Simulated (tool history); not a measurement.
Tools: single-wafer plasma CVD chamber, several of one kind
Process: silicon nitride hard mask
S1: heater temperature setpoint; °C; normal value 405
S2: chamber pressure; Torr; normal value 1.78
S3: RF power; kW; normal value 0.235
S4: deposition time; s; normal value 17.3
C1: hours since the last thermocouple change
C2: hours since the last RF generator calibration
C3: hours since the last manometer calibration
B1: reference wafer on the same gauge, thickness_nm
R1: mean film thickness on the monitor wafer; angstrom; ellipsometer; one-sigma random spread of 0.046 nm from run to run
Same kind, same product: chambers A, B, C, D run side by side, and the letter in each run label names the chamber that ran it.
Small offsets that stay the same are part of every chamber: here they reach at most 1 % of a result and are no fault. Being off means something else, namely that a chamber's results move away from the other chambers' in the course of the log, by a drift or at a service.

run 1A hour=5.8 | S1=405 S2=1.78 S3=0.235 S4=17.3 | C1=338.5 C2=326.9 C3=2200.9 | B1=17.907 | R1=171.79
run 2C hour=11.6 | S1=405 S2=1.78 S3=0.235 S4=17.3 | C1=218.1 C2=684.9 C3=499.5 | B1=17.896 | R1=173.1
run 3B hour=17 | S1=405 S2=1.78 S3=0.235 S4=17.3 | C1=742.9 C2=755.5 C3=1039.4 | B1=17.903 | R1=173.69
run 4D hour=21.3 | S1=405 S2=1.78 S3=0.235 S4=17.3 | C1=990.7 C2=756.2 C3=1209.8 | B1=17.898 | R1=172.86
run 5A hour=27 | S1=405 S2=1.78 S3=0.235 S4=17.3 | C1=359.7 C2=348.1 C3=2222.1 | B1=17.904 | R1=172.09
run 6C hour=31.3 | S1=405 S2=1.78 S3=0.235 S4=17.3 | C1=237.8 C2=704.6 C3=519.2 | B1=17.9 | R1=172.99
run 7B hour=35.7 | S1=405 S2=1.78 S3=0.235 S4=17.3 | C1=761.6 C2=774.2 C3=1058.1 | B1=17.899 | R1=174.33
run 8D hour=40.9 | S1=405 S2=1.78 S3=0.235 S4=17.3 | C1=1010.3 C2=775.8 C3=1229.4 | B1=17.897 | R1=172.62
run 9B hour=45.9 | S1=405 S2=1.78 S3=0.235 S4=17.3 | C1=771.8 C2=784.4 C3=1068.3 | B1=17.899 | R1=174.73
run 10A hour=50.6 | S1=405 S2=1.78 S3=0.235 S4=17.3 | C1=383.3 C2=371.7 C3=2245.7 | B1=17.899 | R1=172.35
run 11C hour=54.9 | S1=405 S2=1.78 S3=0.235 S4=17.3 | C1=261.4 C2=728.2 C3=542.8 | B1=17.893 | R1=172.17
run 12D hour=60.5 | S1=405 S2=1.78 S3=0.235 S4=17.3 | C1=1029.9 C2=795.4 C3=1249 | B1=17.892 | R1=173.41
run 13D hour=65.6 | S1=405 S2=1.78 S3=0.235 S4=17.3 | C1=1035 C2=800.5 C3=1254.1 | B1=17.894 | R1=172.95
run 14A hour=71.6 | S1=405 S2=1.78 S3=0.235 S4=17.3 | C1=404.3 C2=392.7 C3=2266.7 | B1=17.899 | R1=171.84
run 15C hour=77.7 | S1=405 S2=1.78 S3=0.235 S4=17.3 | C1=284.2 C2=751 C3=565.6 | B1=17.899 | R1=172.44
run 16B hour=84.8 | S1=414 S2=1.78 S3=0.235 S4=17.3 | C1=810.7 C2=823.3 C3=1107.2 | B1=17.908 | R1=172.52
run 17C hour=89.4 | S1=414 S2=1.78 S3=0.235 S4=17.3 | C1=295.9 C2=762.7 C3=577.3 | B1=17.902 | R1=171.91
run 18B hour=95.4 | S1=414 S2=1.78 S3=0.235 S4=17.3 | C1=821.3 C2=833.9 C3=1117.8 | B1=17.898 | R1=173.63
run 19D hour=102 | S1=414 S2=1.78 S3=0.235 S4=17.3 | C1=1071.4 C2=836.9 C3=1290.5 | B1=17.894 | R1=172.5
run 20A hour=107.6 | S1=405 S2=1.78 S3=0.235 S4=17.3 | C1=440.3 C2=428.7 C3=2302.7 | B1=17.903 | R1=172.12
run 21A hour=111.9 | S1=405 S2=1.78 S3=0.235 S4=17.3 | C1=444.6 C2=433 C3=2307 | B1=17.903 | R1=172.99
run 22B hour=116.6 | S1=405 S2=1.78 S3=0.235 S4=17.3 | C1=842.5 C2=855.1 C3=1139 | B1=17.898 | R1=173.9
run 23C hour=122.4 | S1=405 S2=1.78 S3=0.235 S4=17.3 | C1=328.9 C2=795.7 C3=610.3 | B1=17.907 | R1=171.3
run 24D hour=126.5 | S1=405 S2=1.78 S3=0.235 S4=17.3 | C1=1095.9 C2=861.4 C3=1315 | B1=17.898 | R1=173.41
-- hour=129.6 chamber B: RF generator calibrated
run 25A hour=133.3 | S1=405 S2=1.78 S3=0.235 S4=17.3 | C1=466 C2=454.4 C3=2328.4 | B1=17.897 | R1=172.54
run 26B hour=137.9 | S1=405 S2=1.78 S3=0.235 S4=17.3 | C1=863.8 C2=8.3 C3=1160.3 | B1=17.906 | R1=174.42
run 27C hour=144.1 | S1=405 S2=1.59 S3=0.235 S4=17.3 | C1=350.6 C2=817.4 C3=632 | B1=17.903 | R1=165.3
run 28D hour=147.7 | S1=405 S2=1.59 S3=0.235 S4=17.3 | C1=1117.1 C2=882.6 C3=1336.2 | B1=17.894 | R1=167.22
run 29B hour=151.2 | S1=405 S2=1.59 S3=0.235 S4=17.3 | C1=877.1 C2=21.6 C3=1173.6 | B1=17.914 | R1=168.82
run 30D hour=156.4 | S1=405 S2=1.59 S3=0.235 S4=17.3 | C1=1125.8 C2=891.3 C3=1344.9 | B1=17.9 | R1=167.61
run 31A hour=163.1 | S1=394 S2=1.94 S3=0.235 S4=17.3 | C1=495.8 C2=484.2 C3=2358.2 | B1=17.91 | R1=177.31
run 32C hour=170.6 | S1=394 S2=1.94 S3=0.235 S4=17.3 | C1=377.1 C2=843.9 C3=658.5 | B1=17.889 | R1=175.34
run 33B hour=178 | S1=394 S2=1.94 S3=0.235 S4=17.3 | C1=903.9 C2=48.4 C3=1200.4 | B1=17.905 | R1=179.75
run 34A hour=184.3 | S1=394 S2=1.94 S3=0.235 S4=17.3 | C1=517 C2=505.4 C3=2379.4 | B1=17.891 | R1=176.73
run 35C hour=189.5 | S1=410 S2=1.78 S3=0.2 S4=17.3 | C1=396 C2=862.8 C3=677.4 | B1=17.9 | R1=150.11
run 36D hour=195.7 | S1=410 S2=1.78 S3=0.2 S4=17.3 | C1=1165.1 C2=930.6 C3=1384.2 | B1=17.897 | R1=152.71
run 37A hour=202.6 | S1=410 S2=1.78 S3=0.2 S4=17.3 | C1=535.3 C2=523.7 C3=2397.7 | B1=17.899 | R1=152.49
run 38B hour=207.3 | S1=410 S2=1.78 S3=0.2 S4=17.3 | C1=933.2 C2=77.7 C3=1229.7 | B1=17.906 | R1=154.23
run 39D hour=210.8 | S1=405 S2=1.78 S3=0.235 S4=17.3 | C1=1180.2 C2=945.7 C3=1399.3 | B1=17.89 | R1=173.76
run 40C hour=215.4 | S1=405 S2=1.78 S3=0.235 S4=17.3 | C1=421.9 C2=888.7 C3=703.3 | B1=17.887 | R1=169.61

Predict what each chamber gives when all 4 of them run the settings below next.
run 41A hour=220.8 | S1=405 S2=2.08 S3=0.235 S4=17.3 | R1=?
run 41B hour=220.8 | S1=405 S2=2.08 S3=0.235 S4=17.3 | R1=?
run 41C hour=220.8 | S1=405 S2=2.08 S3=0.235 S4=17.3 | R1=?
run 41D hour=220.8 | S1=405 S2=2.08 S3=0.235 S4=17.3 | R1=?

run=41A R1=179.78
run=41B R1=180.55
run=41C R1=175.72
run=41D R1=181.27
